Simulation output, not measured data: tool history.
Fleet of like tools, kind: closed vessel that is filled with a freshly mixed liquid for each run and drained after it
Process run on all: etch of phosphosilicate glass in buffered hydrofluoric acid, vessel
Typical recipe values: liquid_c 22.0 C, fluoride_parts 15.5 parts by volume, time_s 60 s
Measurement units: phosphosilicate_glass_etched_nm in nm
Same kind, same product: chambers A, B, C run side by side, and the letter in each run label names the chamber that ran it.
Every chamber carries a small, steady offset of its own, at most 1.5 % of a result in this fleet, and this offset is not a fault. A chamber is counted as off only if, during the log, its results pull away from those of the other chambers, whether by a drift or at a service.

run,hour,liquid_c,fluoride_parts,time_s,"read-back film thickness of the phosphosilicate glass reference wafer, read on the same gauge (nm)",phosphosilicate_glass_etched_nm
1A,9.6,22.0,15.5,60,30.006,220.91
2C,17.8,22.0,15.5,60,30.011,218.31
3B,25.7,22.0,15.5,60,30.000,215.25
4C,40.2,22.0,15.5,60,29.999,221.12
5A,51.0,22.0,15.5,90,29.996,330.04
6B,65.2,22.0,15.5,90,30.004,322.22
7B,73.6,22.0,15.5,90,30.013,326.82
8C,88.7,22.0,15.5,60,30.006,218.37
9A,103.0,22.0,15.5,60,30.014,217.75
10A,111.3,22.0,17.5,75,29.995,243.43
# hour 113.1: chamber C: thermometer replaced
11C,126.4,22.0,17.5,75,30.011,239.71
12B,140.1,22.0,17.5,75,29.988,242.79
13C,154.2,22.0,15.5,60,29.981,217.59
14B,164.1,22.0,19.5,75,30.015,216.09
15A,176.5,22.0,19.5,75,30.008,218.22
16C,189.9,22.0,19.5,75,29.978,214.21
17B,199.2,22.0,15.5,60,29.998,213.38
18A,209.7,20.0,10.0,60,29.980,295.50
19C,217.2,20.0,10.0,60,29.998,293.97
20A,225.7,20.0,10.0,60,29.993,300.12
21B,241.0,22.0,15.5,60,30.014,217.05
22B,255.3,25.5,10.0,60,29.993,398.75
23C,264.6,25.5,10.0,60,29.987,400.16
24A,279.0,25.5,10.0,60,29.999,402.49
25B,287.5,22.0,15.5,60,30.011,217.33
26C,298.2,18.0,18.5,60,29.996,145.40
27A,313.8,18.0,18.5,60,29.996,145.38
28A,321.4,18.0,18.5,60,29.993,145.60
29C,328.9,22.0,15.5,60,30.007,215.76
30B,338.0,22.0,17.5,60,29.995,191.64
31C,353.3,22.0,17.5,60,30.010,194.66
32B,366.5,22.0,17.5,60,30.001,189.00

Each of the 3 chambers runs these same settings next. Fill in every chamber's results:
33A,377.7,22.0,15.5,60,,?
33B,377.7,22.0,15.5,60,,?
33C,377.7,22.0,15.5,60,,?

run,phosphosilicate_glass_etched_nm
33A,218.22
33B,217.51
33C,214.83
